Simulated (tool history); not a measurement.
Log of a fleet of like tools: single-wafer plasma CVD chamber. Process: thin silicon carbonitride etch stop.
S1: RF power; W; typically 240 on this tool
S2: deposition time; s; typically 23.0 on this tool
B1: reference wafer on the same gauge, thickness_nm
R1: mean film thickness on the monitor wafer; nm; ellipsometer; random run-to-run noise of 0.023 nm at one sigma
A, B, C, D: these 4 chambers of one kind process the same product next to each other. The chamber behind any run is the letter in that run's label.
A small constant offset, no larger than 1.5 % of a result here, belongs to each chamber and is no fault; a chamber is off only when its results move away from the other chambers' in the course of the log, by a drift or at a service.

| run | hour | S1 | S2 | B1 | R1 |
|---|---|---|---|---|---|
| 1D | 9.8 | 240 | 23.0 | 15.504 | 13.766 |
| 2C | 15.3 | 240 | 23.0 | 15.512 | 13.834 |
| 3B | 24.8 | 240 | 23.0 | 15.515 | 13.695 |
| 4A | 34.0 | 240 | 23.0 | 15.519 | 13.833 |
| 5A | 41.9 | 240 | 23.0 | 15.520 | 13.809 |
| 6B | 49.1 | 240 | 23.0 | 15.528 | 13.737 |
| 7D | 58.5 | 240 | 23.0 | 15.538 | 13.848 |
| 8C | 63.7 | 280 | 26.5 | 15.530 | 16.693 |
| 9B | 74.0 | 280 | 26.5 | 15.539 | 16.573 |
| 10D | 82.5 | 280 | 26.5 | 15.541 | 16.723 |
| 11C | 91.5 | 280 | 26.5 | 15.544 | 16.688 |
| 12A | 97.6 | 260 | 23.0 | 15.549 | 14.219 |
| 13D | 105.5 | 260 | 23.0 | 15.556 | 14.176 |
| 14B | 116.0 | 260 | 23.0 | 15.560 | 14.106 |
| 15A | 124.9 | 260 | 23.0 | 15.568 | 14.231 |
| 16C | 133.1 | 240 | 23.0 | 15.572 | 13.876 |
| 17B | 139.6 | 240 | 23.0 | 15.576 | 13.768 |
| 18C | 144.2 | 240 | 23.0 | 15.572 | 13.918 |
| 19A | 153.5 | 240 | 23.0 | 15.590 | 13.881 |
| 20D | 158.4 | 240 | 23.0 | 15.585 | 13.864 |
| 21A | 165.6 | 240 | 23.0 | 15.590 | 13.868 |
| 22D | 170.5 | 240 | 23.0 | 15.584 | 13.875 |
| 23C | 175.7 | 240 | 23.0 | 15.589 | 13.887 |
| 24B | 181.6 | 240 | 23.0 | 15.599 | 13.771 |
| 25D | 189.0 | 240 | 26.7 | 15.607 | 16.103 |

All 4 chambers run these settings next. Forecast each chamber's results:
| 26A | 196.7 | 240 | 23.0 |  | ? |
| 26B | 196.7 | 240 | 23.0 |  | ? |
| 26C | 196.7 | 240 | 23.0 |  | ? |
| 26D | 196.7 | 240 | 23.0 |  | ? |

| run | R1 |
|---|---|
| 26A | 13.894 |
| 26B | 13.778 |
| 26C | 13.862 |
| 26D | 13.877 |

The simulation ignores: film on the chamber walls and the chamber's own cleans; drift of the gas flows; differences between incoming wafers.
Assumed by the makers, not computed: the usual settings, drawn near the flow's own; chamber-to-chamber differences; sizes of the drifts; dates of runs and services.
